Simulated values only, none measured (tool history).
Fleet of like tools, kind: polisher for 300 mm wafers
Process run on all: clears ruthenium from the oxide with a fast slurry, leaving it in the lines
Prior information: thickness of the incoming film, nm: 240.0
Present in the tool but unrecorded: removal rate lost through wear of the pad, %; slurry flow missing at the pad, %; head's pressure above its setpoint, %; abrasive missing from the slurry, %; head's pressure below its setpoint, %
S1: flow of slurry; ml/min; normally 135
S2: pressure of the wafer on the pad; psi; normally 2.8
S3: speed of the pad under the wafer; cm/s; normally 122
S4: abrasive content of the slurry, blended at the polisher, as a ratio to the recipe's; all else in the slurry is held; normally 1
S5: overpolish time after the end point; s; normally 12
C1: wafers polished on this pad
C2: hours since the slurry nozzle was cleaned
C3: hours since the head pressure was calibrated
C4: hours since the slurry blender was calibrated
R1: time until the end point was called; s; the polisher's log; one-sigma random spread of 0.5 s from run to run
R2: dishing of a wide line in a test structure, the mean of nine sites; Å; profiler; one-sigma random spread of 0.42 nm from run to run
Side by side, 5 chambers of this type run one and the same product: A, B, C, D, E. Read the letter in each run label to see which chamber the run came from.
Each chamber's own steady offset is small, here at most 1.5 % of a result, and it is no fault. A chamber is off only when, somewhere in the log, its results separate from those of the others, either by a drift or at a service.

run,hour,S1,S2,S3,S4,S5,C1,C2,C3,C4,R1,R2
# hour 0.2: chamber B: slurry nozzle cleaned
1C,4.9,135,2.8,122,1,12,569,72.2,650.4,222,48.838,305.44
# hour 6.4: chamber D: head pressure recalibrated
2B,8.8,135,2.8,122,1,12,325,8.7,1241.2,65.5,47.636,301.11
# hour 10.7: chamber E: slurry blender recalibrated
3A,13.3,135,2.8,122,1,12,278,48.4,30,242,47.937,298.04
# hour 14.3: chamber C: slurry blender recalibrated
4D,19.6,135,2.8,122,1,12,954,229.5,13.3,172.3,48.27,300.77
5E,22.7,155,2.8,122,1.25,12,204,135.5,885.8,12,43.116,321.02
# hour 25.4: chamber C: worn pad replaced by a new one
6D,26.6,155,2.8,122,1.25,12,1016,236.5,20.3,179.3,42.563,312.25
7C,32.7,155,2.8,122,1.25,12,64,100,678.2,18.4,42.437,327.58
8B,38.3,155,2.8,122,1.25,12,586,38.2,1270.7,95,42.561,319.3
9A,43.1,155,2.8,122,1.25,12,542,78.2,59.8,271.8,43.2,316.98
10E,47.6,135,2.8,122,1,12,424,160.4,910.7,36.9,48.872,306.91
# hour 52.2: chamber D: worn pad replaced by a new one
11E,53.7,135,2.8,122,1,12,478,166.5,916.8,43,48.627,311.77
12D,58.1,135,2.8,122,1,12,52,268,51.8,210.8,48.182,293.37
# hour 58.4: chamber B: slurry blender recalibrated
13A,63.9,135,2.8,122,1,12,726,99,80.6,292.6,48.173,297.74
14B,66.7,135,2.8,122,1,12,837,66.6,1299.1,8.3,47.542,303.42
15C,71.6,135,2.8,122,1,12,408,138.9,717.1,57.3,48.24,305.29
# hour 73.2: chamber B: worn pad replaced by a new one
16E,77.9,135,2.8,122,1,12,692,190.7,941,67.2,48.198,297.3
17B,81.6,135,2.8,122,1,12,74,81.5,1314,23.2,48.522,301.21
18A,86.3,135,2.8,122,1,12,924,121.4,103,315,48.21,299.61
# hour 86.8: chamber B: head pressure recalibrated
19D,91.5,135,2.8,122,1,12,347,301.4,85.2,244.2,47.851,303.77
20C,96,135,2.8,122,1,12,624,163.3,741.5,81.7,48.846,302.76
# hour 101.2: chamber E: worn pad replaced by a new one
21C,101.2,135,2.8,122,1,12,670,168.5,746.7,86.9,48.6,298.32
22D,106.4,135,2.8,122,1,12,479,316.3,100.1,259.1,47.709,297.24
# hour 107.6: chamber C: worn pad replaced by a new one
23A,111,135,2.8,122,1,12,1142,146.1,127.7,339.7,48.635,301.17
24B,117,135,2.8,122,1,12,387,116.9,30.3,58.6,54.697,282.4
25E,123.4,135,2.8,122,1,12,196,236.2,986.5,112.7,48.139,301.24
26C,129.6,135,2.8,122,1,12,194,196.9,775.1,115.3,48.803,310.45
# hour 133.3: chamber A: slurry blender recalibrated
27A,135.3,135,2.8,122,1,12,1357,170.4,152,2.1,48.548,297.8
28B,138.9,135,2.8,122,1,12,581,138.8,52.2,80.5,54.934,286.2
29D,144.9,135,2.8,122,1,12,820,354.8,138.6,297.6,48.239,294.76
30E,150.1,135,2.8,122,1,12,432,262.9,1013.2,139.4,47.269,302.68
31C,153.4,135,2.8,122,1,12,405,220.7,798.9,139.1,48.883,307.33
32B,159.2,110,2.8,122,1,8,760,159.1,72.5,100.8,56.565,214.57

Next, all 5 chambers run the settings below, one line each with question marks for the results. What does each chamber give?
33A,163.9,135,2.8,122,1,12,,,,,?,?
33B,163.9,135,2.8,122,1,12,,,,,?,?
33C,163.9,135,2.8,122,1,12,,,,,?,?
33D,163.9,135,2.8,122,1,12,,,,,?,?
33E,163.9,135,2.8,122,1,12,,,,,?,?

run,R1,R2
33A,47.881,300.39
33B,53.941,279.06
33C,48.16,310.79
33D,47.096,295.77
33E,48.16,295.69
